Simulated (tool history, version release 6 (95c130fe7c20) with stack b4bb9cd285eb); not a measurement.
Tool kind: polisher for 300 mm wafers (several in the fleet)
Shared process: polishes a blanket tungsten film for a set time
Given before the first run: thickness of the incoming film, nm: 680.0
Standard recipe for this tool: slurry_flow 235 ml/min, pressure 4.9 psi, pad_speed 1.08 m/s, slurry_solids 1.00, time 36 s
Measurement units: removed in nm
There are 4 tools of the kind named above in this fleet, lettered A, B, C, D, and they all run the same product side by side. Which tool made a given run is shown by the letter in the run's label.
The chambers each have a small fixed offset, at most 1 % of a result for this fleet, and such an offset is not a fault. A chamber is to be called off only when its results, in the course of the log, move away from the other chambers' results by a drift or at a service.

run	hour	slurry_flow	pressure	pad_speed	slurry_solids	time	wafers polished on this pad	hours since the slurry nozzle was cleaned	hours since the head pressure was calibrated	hours since the slurry blender was calibrated	hours since the slurry got fresh peroxide	removed
# hour 2.6: chamber B: worn pad replaced by a new one
# hour 7.2: chamber C: slurry blender recalibrated
1D	7.9	235	4.9	1.08	1.00	36	476	138.1	788.0	77.8	123.3	287.55
# hour 19.0: chamber B: slurry tank refilled with fresh slurry and peroxide
2A	19.4	235	4.9	1.08	1.00	36	200	302.6	115.2	370.6	84.1	290.91
# hour 22.5: chamber C: slurry nozzle cleaned
3B	24.9	235	4.9	1.08	1.00	36	226	70.3	1134.6	91.3	6.0	291.17
# hour 25.2: chamber D: slurry tank refilled with fresh slurry and peroxide
4C	34.5	235	4.9	1.08	1.00	36	536	12.0	53.8	27.3	47.5	289.90
5D	42.8	235	4.9	1.08	1.00	36	829	173.0	822.9	112.7	17.7	285.98
# hour 49.0: chamber C: slurry tank refilled with fresh slurry and peroxide
# hour 50.4: chamber A: slurry tank refilled with fresh slurry and peroxide
# hour 51.0: chamber A: slurry blender recalibrated
6A	52.3	235	4.9	1.08	1.00	36	533	335.5	148.1	1.4	2.0	292.79
7B	63.6	235	4.9	1.08	1.00	36	617	109.0	1173.3	130.0	44.7	289.15
8C	71.1	235	4.9	1.08	1.00	36	907	48.6	90.4	63.9	22.2	292.74
# hour 75.2: chamber B: worn pad replaced by a new one
9A	81.6	235	4.9	1.08	1.00	36	829	364.8	177.4	30.7	31.3	288.91
10D	89.5	235	4.9	1.08	1.00	36	1301	219.7	869.6	159.4	64.4	282.42
11B	94.9	235	4.9	1.08	1.00	36	199	140.3	1204.6	161.3	76.0	293.83
12C	104.0	235	4.9	1.08	1.00	36	1239	81.5	123.3	96.8	55.1	290.86
# hour 105.4: chamber B: head pressure recalibrated
13D	110.0	235	4.9	1.08	1.00	36	1508	240.2	890.1	179.9	84.9	287.92
14A	120.4	235	4.9	1.08	1.00	36	1222	403.6	216.2	69.5	70.1	286.48
# hour 121.7: chamber C: slurry tank refilled with fresh slurry and peroxide
# hour 126.4: chamber A: worn pad replaced by a new one
15B	129.6	235	4.9	1.08	1.00	36	550	175.0	24.3	196.0	110.7	294.28
16C	134.7	235	4.9	1.08	1.00	36	1550	112.2	154.0	127.5	13.0	292.37
# hour 135.4: chamber B: worn pad replaced by a new one
# hour 139.9: chamber B: slurry tank refilled with fresh slurry and peroxide
17B	140.3	235	4.9	1.22	0.75	36	49	185.7	35.0	206.7	0.4	303.75
# hour 148.0: chamber C: worn pad replaced by a new one
18D	148.8	235	4.9	1.22	0.75	36	1901	279.0	928.9	218.7	123.7	299.88
# hour 156.1: chamber D: slurry tank refilled with fresh slurry and peroxide
19C	160.0	235	4.9	1.22	0.75	36	121	137.5	179.3	152.8	38.3	303.69
20A	171.5	235	4.9	1.22	0.75	36	456	454.7	267.3	120.6	121.2	305.30
21A	177.8	235	4.9	1.08	1.00	36	520	461.0	273.6	126.9	127.5	285.37
22D	187.9	235	4.9	1.08	1.00	36	2297	318.1	968.0	257.8	31.8	280.14
# hour 189.9: chamber C: slurry tank refilled with fresh slurry and peroxide
# hour 195.4: chamber B: worn pad replaced by a new one
23B	197.6	235	3.3	1.08	1.25	36	22	243.0	92.3	264.0	57.7	207.43
# hour 198.1: chamber A: slurry tank refilled with fresh slurry and peroxide
24C	207.4	235	3.3	1.08	1.25	36	600	184.9	226.7	200.2	17.6	207.47
25D	218.9	235	3.3	1.08	1.25	36	2610	349.1	999.0	288.8	62.8	196.93
# hour 220.2: chamber C: slurry blender recalibrated
26C	226.4	235	3.3	1.08	1.25	36	793	203.9	245.7	6.3	36.6	203.57
27A	232.5	235	4.9	1.08	1.00	36	1073	515.7	328.3	181.6	34.5	286.80
# hour 238.9: chamber A: worn pad replaced by a new one
28B	240.0	235	4.9	1.08	1.00	36	451	285.4	134.7	306.4	100.1	296.62
29A	246.2	235	4.9	1.08	1.00	36	74	529.4	342.0	195.3	48.2	290.41
# hour 249.7: chamber C: slurry nozzle cleaned
# hour 253.0: chamber B: slurry tank refilled with fresh slurry and peroxide
# hour 254.5: chamber B: worn pad replaced by a new one
# hour 255.3: chamber C: slurry tank refilled with fresh slurry and peroxide
30B	257.4	235	4.9	1.08	1.00	36	29	302.8	152.1	323.8	4.5	293.08
31D	263.9	235	4.9	1.08	1.00	36	3065	394.1	1044.0	333.8	107.8	273.89
32C	268.9	235	4.9	1.08	1.00	36	1223	19.3	288.2	48.8	13.6	287.63
33D	277.2	235	4.9	1.08	1.00	36	3200	407.4	1057.3	347.1	121.1	273.07
# hour 281.5: chamber C: worn pad replaced by a new one
34B	285.8	235	4.9	1.08	1.00	36	317	331.2	180.5	352.2	32.9	294.34
35A	290.9	235	4.9	1.08	1.00	36	526	574.1	386.7	240.0	92.9	290.83
36C	301.5	235	4.9	1.08	1.00	36	203	51.9	320.8	81.4	46.2	293.87
37B	308.6	235	4.9	1.08	1.00	36	547	354.0	203.3	375.0	55.7	289.69
# hour 312.7: chamber C: slurry tank refilled with fresh slurry and peroxide
38C	317.9	235	4.9	1.08	1.00	36	368	68.3	337.2	97.8	5.2	291.72

Is one chamber off against the others, does the gauge drift, or is nothing wrong? If a chamber is off, say which, and what the likeliest cause is.

Little by little, chamber D moves away from the other chambers.
Cause: removal rate lost through wear of the pad, % = 6.91.
The log might look much the same if the cause were instead: slurry flow missing at the pad, %; head's pressure below its setpoint, %; abrasive missing from the slurry, %.

Chamber D could run next with any of the 4 candidate recipes listed below; each alters the usual settings, and their results appear as question marks. Which one brings its results back in line with what the other chambers deliver on the usual settings?
To be in line, a result may differ from the other chambers' mean on the usual settings by at most: removed 10.00 nm
39D-1	326.3	235	4.8	1.04	1.00	35						?
39D-2	326.3	235	4.9	1.10	1.00	36						?
39D-3	326.3	235	4.9	1.08	1.35	36						?
39D-4	326.3	235	4.9	1.06	1.00	36						?

The mean the other chambers reach with the usual settings: removed 289.99 nm
run	removed
39D-1	244.58
39D-2	271.72
39D-3	286.77
39D-4	261.78
With 39D-3, the chamber falls back in line with the rest.
